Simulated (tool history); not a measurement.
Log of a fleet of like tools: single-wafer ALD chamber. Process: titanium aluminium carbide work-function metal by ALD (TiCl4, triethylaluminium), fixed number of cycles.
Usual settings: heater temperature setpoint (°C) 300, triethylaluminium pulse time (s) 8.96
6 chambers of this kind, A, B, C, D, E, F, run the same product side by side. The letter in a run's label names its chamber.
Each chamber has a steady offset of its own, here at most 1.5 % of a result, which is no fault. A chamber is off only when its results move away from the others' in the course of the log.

run   hour  heater temperature setpoint (°C)  triethylaluminium pulse time (s)  read-back reference wafer on the same gauge, thickness_nm  mean film thickness on the monitor wafer (Å)
       0.8  -- chamber F: triethylaluminium bottle replaced
 1C    3.3                               300                              8.96                                                      2.007                                        19.457
 2B    7.5                               300                              8.96                                                     2.0079                                        19.737
 3A   11.8                               300                              8.96                                                     2.0097                                        19.743
 4F     16                               300                              8.96                                                     2.0114                                        19.738
 5D     19                               300                              8.96                                                     2.0081                                        19.788
 6E   22.7                               300                              8.96                                                     2.0089                                        19.776
 7D   25.3                               290                              8.96                                                     2.0097                                        18.838
 8C   27.6                               290                              8.96                                                     2.0114                                        18.717
 9E   31.7                               290                              8.96                                                     2.0108                                        18.882
10F   33.8                               290                              8.96                                                     2.0088                                        18.542
11B   36.7                               290                              8.96                                                     2.0083                                        18.906
      38.6  -- chamber D: triethylaluminium bottle replaced
12A   40.6                               290                              8.96                                                     2.0101                                         18.75
13C   43.4                               300                              8.96                                                     2.0103                                        19.454
14D   45.7                               300                              8.96                                                     2.0103                                        19.965
15A   49.3                               300                              8.96                                                     2.0121                                         19.45
16F   53.9                               300                              8.96                                                     2.0103                                        19.415
17B   56.4                               300                              8.96                                                     2.0087                                        19.663
18E   59.8                               292                              8.96                                                     2.0124                                        19.155
19B   62.5                               292                              8.96                                                     2.0096                                        18.976
20C   66.6                               292                              8.96                                                     2.0096                                        18.839
21D   71.3                               292                              8.96                                                     2.0119                                        19.314
22A   75.1                               292                              8.96                                                     2.0103                                        18.874
23F   78.2                               292                              8.96                                                     2.0096                                        18.846
24E   82.9                               300                              8.96                                                     2.0092                                        19.638
25B   86.1                               300                              8.96                                                     2.0099                                        19.521
26A   89.5                               300                              8.96                                                       2.01                                        19.582
27D   91.6                               300                              8.96                                                     2.0076                                        19.883
28C   94.8                               300                              8.96                                                     2.0093                                        19.432
29E   98.3                               300                              8.96                                                     2.0104                                        19.622
30F  101.2                               300                              8.96                                                     2.0122                                        19.509
31F  104.3                               300                              8.96                                                     2.0075                                        19.485
32A  107.2                               300                              8.96                                                     2.0124                                        19.566
33D  109.5                               300                              8.96                                                     2.0119                                        19.967
34E  113.7                               290                             11.72                                                     2.0111                                         19.44
35C  116.3                               290                             11.72                                                     2.0108                                        19.292
36B  120.9                               290                             11.72                                                     2.0122                                        19.305
37B  125.1                               290                             11.72                                                     2.0121                                         19.12
38D  127.3                               290                             11.72                                                      2.011                                        19.789

Is one chamber off against the others, does the gauge drift, or is nothing wrong? If a chamber is off, say which, and what the likeliest cause is.

No chamber stands off beyond its own small offset, and the gauge holds steady.
